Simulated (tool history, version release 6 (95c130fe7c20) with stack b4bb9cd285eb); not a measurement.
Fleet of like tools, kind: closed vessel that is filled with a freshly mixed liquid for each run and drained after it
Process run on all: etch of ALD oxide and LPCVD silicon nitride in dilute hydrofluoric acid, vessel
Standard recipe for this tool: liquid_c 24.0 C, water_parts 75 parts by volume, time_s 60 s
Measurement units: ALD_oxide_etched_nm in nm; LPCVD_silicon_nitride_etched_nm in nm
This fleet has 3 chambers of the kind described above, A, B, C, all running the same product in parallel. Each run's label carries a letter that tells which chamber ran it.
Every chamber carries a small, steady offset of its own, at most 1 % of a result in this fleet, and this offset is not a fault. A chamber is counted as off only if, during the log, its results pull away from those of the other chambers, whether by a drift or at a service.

run,hour,liquid_c,water_parts,time_s,"read-back film thickness of the ALD oxide reference wafer, read on the same gauge (nm)","read-back film thickness of the LPCVD silicon nitride reference wafer, read on the same gauge (nm)",ALD_oxide_etched_nm,LPCVD_silicon_nitride_etched_nm
1A,6.8,24.0,75,60,59.987,39.997,16.216,0.44311
2B,14.9,24.0,75,60,60.022,39.996,16.395,0.42215
3C,22.2,24.0,75,60,59.998,40.003,15.935,0.37086
4C,29.9,24.0,75,60,60.018,40.020,16.305,0.45988
5B,35.6,24.0,75,60,60.001,39.991,16.036,0.38366
6A,41.2,28.5,90,60,60.002,39.996,15.842,0.47002
7A,47.5,28.5,90,60,59.977,39.976,15.867,0.43080
8B,52.1,28.5,90,60,59.959,39.969,15.865,0.55978
9C,59.1,24.0,60,70,59.995,39.997,24.056,0.68299
10A,63.5,24.0,60,70,60.000,40.008,24.403,0.59851
11B,69.4,24.0,60,70,60.024,39.981,24.508,0.63924
12C,77.2,24.0,75,60,60.032,39.992,16.143,0.42031
13A,81.1,24.0,75,60,60.018,40.003,16.455,0.45469
14C,87.2,24.0,75,60,60.010,40.029,16.176,0.38870
15B,95.1,24.0,75,60,59.993,40.021,16.220,0.46214
16B,100.8,24.0,75,60,60.016,39.988,16.254,0.50425
17C,108.1,24.0,75,60,60.012,40.001,16.244,0.40378
18A,113.9,24.0,75,60,60.015,40.001,16.379,0.36276
19C,117.7,24.0,75,60,59.960,39.994,16.155,0.44058
20B,123.3,28.5,75,35,60.005,39.969,11.562,0.28520
21A,128.6,28.5,75,35,60.033,40.003,11.346,0.35215
22B,136.9,28.5,75,35,59.993,39.992,11.567,0.37005
23C,143.0,24.0,75,60,59.990,39.989,16.518,0.40517
24A,149.3,24.0,75,60,60.030,39.983,16.282,0.49428
25A,157.0,24.0,75,60,60.004,39.993,16.397,0.45601
26C,161.7,26.5,75,60,59.974,40.013,18.128,0.54367
27B,165.7,26.5,75,60,60.000,40.029,18.524,0.47309
28C,171.0,26.5,75,60,60.000,40.017,17.854,0.45108
29B,179.1,27.5,45,60,59.983,39.996,33.740,1.01280
30A,183.8,27.5,45,60,59.984,40.000,32.563,0.85511
31C,187.9,27.5,45,60,59.982,39.967,32.392,0.85158
32B,192.8,24.0,75,60,60.001,40.007,16.678,0.45517
33A,201.0,24.0,75,60,60.010,39.990,16.430,0.43612
34B,205.5,24.0,75,60,59.971,40.000,16.874,0.48283
35C,213.5,24.0,75,60,59.997,39.982,16.105,0.39887
36A,221.8,24.0,75,60,59.998,39.981,16.157,0.42183
37B,226.6,24.0,75,80,60.006,40.006,22.736,0.68431
38C,232.4,24.0,75,80,59.994,40.001,21.663,0.62316
39A,238.9,24.0,75,80,59.983,40.009,21.853,0.52278
40A,245.7,24.0,75,70,59.983,40.011,19.251,0.55123
41B,250.5,24.0,75,70,59.965,40.001,19.892,0.65070

All 3 chambers run these settings next. Forecast each chamber's results:
42A,256.6,24.0,75,60,,,?,?
42B,256.6,24.0,75,60,,,?,?
42C,256.6,24.0,75,60,,,?,?

run,ALD_oxide_etched_nm,LPCVD_silicon_nitride_etched_nm
42A,16.309,0.39466
42B,17.142,0.42289
42C,16.154,0.42066

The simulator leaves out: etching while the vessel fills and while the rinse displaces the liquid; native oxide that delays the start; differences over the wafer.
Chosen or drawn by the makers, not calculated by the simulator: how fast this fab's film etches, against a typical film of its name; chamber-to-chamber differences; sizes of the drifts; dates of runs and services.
